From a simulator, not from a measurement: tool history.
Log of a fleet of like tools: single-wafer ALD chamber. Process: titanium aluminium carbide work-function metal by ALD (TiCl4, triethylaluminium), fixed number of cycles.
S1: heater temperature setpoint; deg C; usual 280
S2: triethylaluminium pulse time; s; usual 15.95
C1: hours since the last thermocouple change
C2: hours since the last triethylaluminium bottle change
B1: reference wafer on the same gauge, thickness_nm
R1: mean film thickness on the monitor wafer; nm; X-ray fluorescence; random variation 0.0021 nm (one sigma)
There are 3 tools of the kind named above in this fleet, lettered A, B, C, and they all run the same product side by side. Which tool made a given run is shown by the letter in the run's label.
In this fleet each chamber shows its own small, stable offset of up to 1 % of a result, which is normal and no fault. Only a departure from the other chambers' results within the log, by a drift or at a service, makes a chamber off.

Run 1C, hour 4.9: usual settings; C1 1741.4; C2 214.2; B1 1.5899. Result: R1 1.8839 nm.
Run 2A, hour 14.2: usual settings; C1 1475.1; C2 100.0; B1 1.5904. Result: R1 1.8868 nm.
Run 3B, hour 23.9: usual settings; C1 1216.2; C2 985.5; B1 1.5911. Result: R1 1.8796 nm.
Run 4B, hour 30.2: usual settings; C1 1222.5; C2 991.8; B1 1.5907. Result: R1 1.8813 nm.
Run 5C, hour 34.6: usual settings; C1 1771.1; C2 243.9; B1 1.5905. Result: R1 1.8837 nm.
Run 6A, hour 41.7: usual settings but S2 20.18 s; C1 1502.6; C2 127.5; B1 1.5906. Result: R1 1.8981 nm.
Run 7A, hour 47.9: usual settings but S2 20.18 s; C1 1508.8; C2 133.7; B1 1.5914. Result: R1 1.8998 nm.
Run 8C, hour 54.2: usual settings but S2 20.18 s; C1 1790.7; C2 263.5; B1 1.5914. Result: R1 1.8883 nm.
Run 9B, hour 58.8: usual settings; C1 1251.1; C2 1020.4; B1 1.5914. Result: R1 1.8813 nm.
Run 10A, hour 67.4: usual settings; C1 1528.3; C2 153.2; B1 1.5922. Result: R1 1.8879 nm.
Run 11C, hour 76.0: usual settings; C1 1812.5; C2 285.3; B1 1.5918. Result: R1 1.8909 nm.
Run 12B, hour 83.8: usual settings; C1 1276.1; C2 1045.4; B1 1.5919. Result: R1 1.8836 nm.
Run 13A, hour 93.2: usual settings; C1 1554.1; C2 179.0; B1 1.5925. Result: R1 1.8921 nm.
Run 14B, hour 102.5: usual settings; C1 1294.8; C2 1064.1; B1 1.5928. Result: R1 1.8875 nm.
Run 15C, hour 111.9: usual settings; C1 1848.4; C2 321.2; B1 1.5930. Result: R1 1.8860 nm.
Run 16C, hour 119.7: usual settings; C1 1856.2; C2 329.0; B1 1.5928. Result: R1 1.8869 nm.
Run 17B, hour 124.3: usual settings; C1 1316.6; C2 1085.9; B1 1.5929. Result: R1 1.8818 nm.
Run 18A, hour 129.7: usual settings but S1 290 deg C, S2 18.78 s; C1 1590.6; C2 215.5; B1 1.5934. Result: R1 1.9856 nm.
Run 19A, hour 137.2: usual settings but S1 290 deg C, S2 18.78 s; C1 1598.1; C2 223.0; B1 1.5936. Result: R1 1.9845 nm.
Run 20B, hour 146.3: usual settings but S1 290 deg C, S2 18.78 s; C1 1338.6; C2 1107.9; B1 1.5935. Result: R1 1.9808 nm.
Run 21C, hour 152.3: usual settings but S1 290 deg C, S2 9.95 s; C1 1888.8; C2 361.6; B1 1.5938. Result: R1 1.9213 nm.
Run 22B, hour 159.0: usual settings but S1 290 deg C, S2 9.95 s; C1 1351.3; C2 1120.6; B1 1.5945. Result: R1 1.9123 nm.
Run 23A, hour 165.2: usual settings but S1 290 deg C, S2 9.95 s; C1 1626.1; C2 251.0; B1 1.5940. Result: R1 1.9208 nm.
Run 24C, hour 172.2: usual settings; C1 1908.7; C2 381.5; B1 1.5942. Result: R1 1.8874 nm.
Run 25C, hour 179.4: usual settings; C1 1915.9; C2 388.7; B1 1.5947. Result: R1 1.8897 nm.
Run 26B, hour 187.0: usual settings; C1 1379.3; C2 1148.6; B1 1.5943. Result: R1 1.8850 nm.
Run 27A, hour 194.9: usual settings; C1 1655.8; C2 280.7; B1 1.5947. Result: R1 1.8925 nm.
Run 28B, hour 202.9: usual settings; C1 1395.2; C2 1164.5; B1 1.5948. Result: R1 1.8850 nm.
Run 29A, hour 210.4: usual settings; C1 1671.3; C2 296.2; B1 1.5947. Result: R1 1.8974 nm.
Run 30C, hour 219.2: usual settings; C1 1955.7; C2 428.5; B1 1.5949. Result: R1 1.8911 nm.
Run 31A, hour 228.1: usual settings; C1 1689.0; C2 313.9; B1 1.5957. Result: R1 1.8957 nm.
Run 32C, hour 234.2: usual settings; C1 1970.7; C2 443.5; B1 1.5960. Result: R1 1.8960 nm.
Run 33B, hour 238.6: usual settings; C1 1430.9; C2 1200.2; B1 1.5958. Result: R1 1.8887 nm.
Run 34B, hour 247.4: usual settings but S1 268 deg C, S2 14.01 s; C1 1439.7; C2 1209.0; B1 1.5961. Result: R1 1.7774 nm.
Run 35A, hour 256.3: usual settings but S1 268 deg C, S2 14.01 s; C1 1717.2; C2 342.1; B1 1.5963. Result: R1 1.7847 nm.
Run 36C, hour 266.3: usual settings but S1 268 deg C, S2 14.01 s; C1 2002.8; C2 475.6; B1 1.5963. Result: R1 1.7781 nm.
Run 37C, hour 272.6: usual settings; C1 2009.1; C2 481.9; B1 1.5966. Result: R1 1.8926 nm.
Run 38B, hour 278.4: usual settings; C1 1470.7; C2 1240.0; B1 1.5964. Result: R1 1.8907 nm.
Run 39A, hour 282.9: usual settings; C1 1743.8; C2 368.7; B1 1.5967. Result: R1 1.8932 nm.
Run 40A, hour 291.6: usual settings but S1 272 deg C, S2 10.53 s; C1 1752.5; C2 377.4; B1 1.5971. Result: R1 1.7825 nm.
Run 41B, hour 298.6: usual settings but S1 272 deg C, S2 10.53 s; C1 1490.9; C2 1260.2; B1 1.5975. Result: R1 1.7741 nm.

Each of the 3 chambers runs these same settings next. Fill in every chamber's results:
Run 42A, hour 305.8: usual settings but S2 20.29 s. Result: R1 ?.
Run 42B, hour 305.8: usual settings but S2 20.29 s. Result: R1 ?.
Run 42C, hour 305.8: usual settings but S2 20.29 s. Result: R1 ?.

run      R1
42A  1.9026
42B  1.8968
42C  1.9009
